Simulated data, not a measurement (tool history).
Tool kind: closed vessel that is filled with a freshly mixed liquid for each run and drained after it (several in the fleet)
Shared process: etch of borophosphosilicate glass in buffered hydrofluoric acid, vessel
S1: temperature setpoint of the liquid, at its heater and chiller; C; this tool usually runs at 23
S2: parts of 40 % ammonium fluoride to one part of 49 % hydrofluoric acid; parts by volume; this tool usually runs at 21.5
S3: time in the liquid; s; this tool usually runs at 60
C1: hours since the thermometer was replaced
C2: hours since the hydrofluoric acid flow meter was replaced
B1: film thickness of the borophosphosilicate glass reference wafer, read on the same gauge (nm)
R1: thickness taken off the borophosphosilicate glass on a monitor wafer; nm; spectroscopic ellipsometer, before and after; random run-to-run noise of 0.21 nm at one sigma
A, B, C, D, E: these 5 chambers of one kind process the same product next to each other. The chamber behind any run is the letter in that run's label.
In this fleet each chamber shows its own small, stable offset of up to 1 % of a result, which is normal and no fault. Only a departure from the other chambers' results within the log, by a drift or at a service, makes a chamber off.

run,hour,S1,S2,S3,C1,C2,B1,R1
1E,8,23,21.5,60,581.1,530.6,100.06,48.615
2D,17,23,21.5,60,2058.1,326.8,99.977,49.213
3C,22.7,23,21.5,60,2283.7,584.9,100.01,49.414
4A,27.1,23,21.5,60,1189.3,1089.3,99.999,49.062
5B,33.9,23,21.5,60,915.1,1436.6,100.01,49.41
6D,38.4,23,21.5,60,2079.5,348.2,100.05,48.889
7E,48,23,21.5,60,621.1,570.6,100.01,48.712
8B,55.7,23,21.5,60,936.9,1458.4,99.974,49.235
9A,62.8,23,21.5,60,1225,1125,100.06,48.841
10C,70.8,23,21.5,60,2331.8,633,100.04,49.198
# hour 71.8: chamber E: hydrofluoric acid flow meter replaced
11B,79.8,21,27.5,60,961,1482.5,99.999,37.239
12C,85.7,21,27.5,60,2346.7,647.9,99.969,37.35
13D,91.8,21,27.5,60,2132.9,401.6,100.01,36.942
14E,96.1,21,27.5,60,669.2,24.4,100.01,37.101
15A,101.7,21,27.5,60,1263.9,1163.9,99.998,37.283
16B,107.6,23,19,75,988.8,1510.3,100.01,68.223
17E,116.5,23,19,75,689.6,44.8,99.984,68.234
18A,124.1,23,19,75,1286.3,1186.3,99.972,67.856
19C,132.6,23,19,75,2393.6,694.8,99.986,68.575
20D,138.9,23,19,75,2180,448.7,100,67.867
21E,145.9,23,21.5,60,719,74.2,99.977,48.889
22A,154.3,23,21.5,60,1316.5,1216.5,100.03,49.04
23C,162.8,23,21.5,60,2423.8,725,100.04,49.445
24B,169,23,21.5,60,1050.2,1571.7,99.999,49.157
25D,175,23,21.5,60,2216.1,484.8,99.998,49.019
26A,182.8,23,21.5,60,1345,1245,99.981,48.703
27E,190.2,23,21.5,60,763.3,118.5,99.99,48.87
28C,196.8,23,21.5,60,2457.8,759,99.977,48.93
29B,206.4,23,21.5,60,1087.6,1609.1,99.979,49.112
30D,213.3,23,21.5,60,2254.4,523.1,99.98,49.226
31B,222.4,23,21.5,60,1103.6,1625.1,99.927,49.325

Has any chamber moved away from the others, gradually or after a service, or does the common gauge drift, or do the chambers differ only by their own small steady offsets? State the chamber and the most likely cause if one applies.

All chambers stay in line apart from their small fixed offsets, and the gauge does not drift.

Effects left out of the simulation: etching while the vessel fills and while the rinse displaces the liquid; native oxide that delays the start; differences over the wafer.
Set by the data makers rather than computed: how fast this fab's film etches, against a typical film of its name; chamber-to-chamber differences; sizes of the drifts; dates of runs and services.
